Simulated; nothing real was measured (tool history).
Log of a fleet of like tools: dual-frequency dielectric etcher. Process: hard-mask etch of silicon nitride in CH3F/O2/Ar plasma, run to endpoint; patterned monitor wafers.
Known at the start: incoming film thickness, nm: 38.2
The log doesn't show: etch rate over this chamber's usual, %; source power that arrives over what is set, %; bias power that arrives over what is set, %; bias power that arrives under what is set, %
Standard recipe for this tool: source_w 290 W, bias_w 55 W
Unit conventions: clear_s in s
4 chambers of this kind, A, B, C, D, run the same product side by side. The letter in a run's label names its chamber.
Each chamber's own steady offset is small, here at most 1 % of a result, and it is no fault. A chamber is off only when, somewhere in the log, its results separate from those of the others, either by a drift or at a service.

run,day,source_w,bias_w,hours since the last wet clean,hours since the last source power generator calibration,hours since the last bias power generator calibration,clear_s
1D,0.192,290,55,227.7,1278.8,3427,68.527
2C,0.358,290,55,232.3,3001.7,1445.1,68.646
3B,0.592,290,55,461.9,4102.6,820,68.021
4A,0.775,290,55,194.8,1548.6,656,67.853
5A,0.996,290,55,200.1,1553.9,661.3,67.977
6B,1.379,290,55,480.8,4121.5,838.9,67.82
7C,1.654,290,55,263.4,3032.8,1476.2,68.567
8D,2.004,270,43,271.2,1322.3,3470.5,76.572
9A,2.238,270,43,229.9,1583.7,691.1,76.055
10D,2.617,270,43,285.9,1337,3485.2,76.705
11B,2.783,270,43,514.5,4155.2,872.6,75.58
12C,3.029,290,60,296.4,3065.8,1509.2,66.733
13A,3.192,290,60,252.8,1606.6,714,66.158
14B,3.571,290,60,533.4,4174.1,891.5,65.734
15D,3.854,290,60,315.6,1366.7,3514.9,66.402
# day 3.888: chamber B: wet clean of the chamber
16C,4.038,290,55,320.6,3090,1533.4,67.65
17D,4.229,290,55,324.6,1375.7,3523.9,68.324
18B,4.454,230,49,13.6,4195.3,912.7,77.322
19C,4.708,230,49,336.7,3106.1,1549.5,76.785
20A,4.942,230,49,294.8,1648.6,756,77.177
21B,5.317,230,49,34.3,4216,933.4,77.244
22D,5.492,290,55,354.9,1406,3554.2,68.749
23C,5.85,290,55,364.1,3133.5,1576.9,67.138
24A,6.088,290,64,322.3,1676.1,783.5,64.709
25C,6.283,290,64,374.5,3143.9,1587.3,63.462
26A,6.646,290,64,335.7,1689.5,796.9,65.04
27D,6.954,290,64,390,1441.1,3589.3,65.414

Has any chamber moved away from the others, gradually or after a service, or does the common gauge drift, or do the chambers differ only by their own small steady offsets? State the chamber and the most likely cause if one applies.

One chamber, C, drifts off from the rest bit by bit.
Likeliest cause: etch rate over this chamber's usual, % = 3.6.

Here are 4 candidates for chamber C's next run, each the usual settings with a change, their results left as question marks. Which one brings its results back in line with what the others give on the usual settings?
A result is in line if it is within this distance of the other chambers' mean on the usual settings: clear_s 0.75 s
28C-1,7.229,330,55,,,,?
28C-2,7.229,290,50,,,,?
28C-3,7.229,310,55,,,,?
28C-4,7.229,270,51,,,,?

Mean of the other chambers on the usual settings: clear_s 68.261 s
run,clear_s
28C-1,63.087
28C-2,68.456
28C-3,64.632
28C-4,69.923
28C-2 brings the chamber back in line.

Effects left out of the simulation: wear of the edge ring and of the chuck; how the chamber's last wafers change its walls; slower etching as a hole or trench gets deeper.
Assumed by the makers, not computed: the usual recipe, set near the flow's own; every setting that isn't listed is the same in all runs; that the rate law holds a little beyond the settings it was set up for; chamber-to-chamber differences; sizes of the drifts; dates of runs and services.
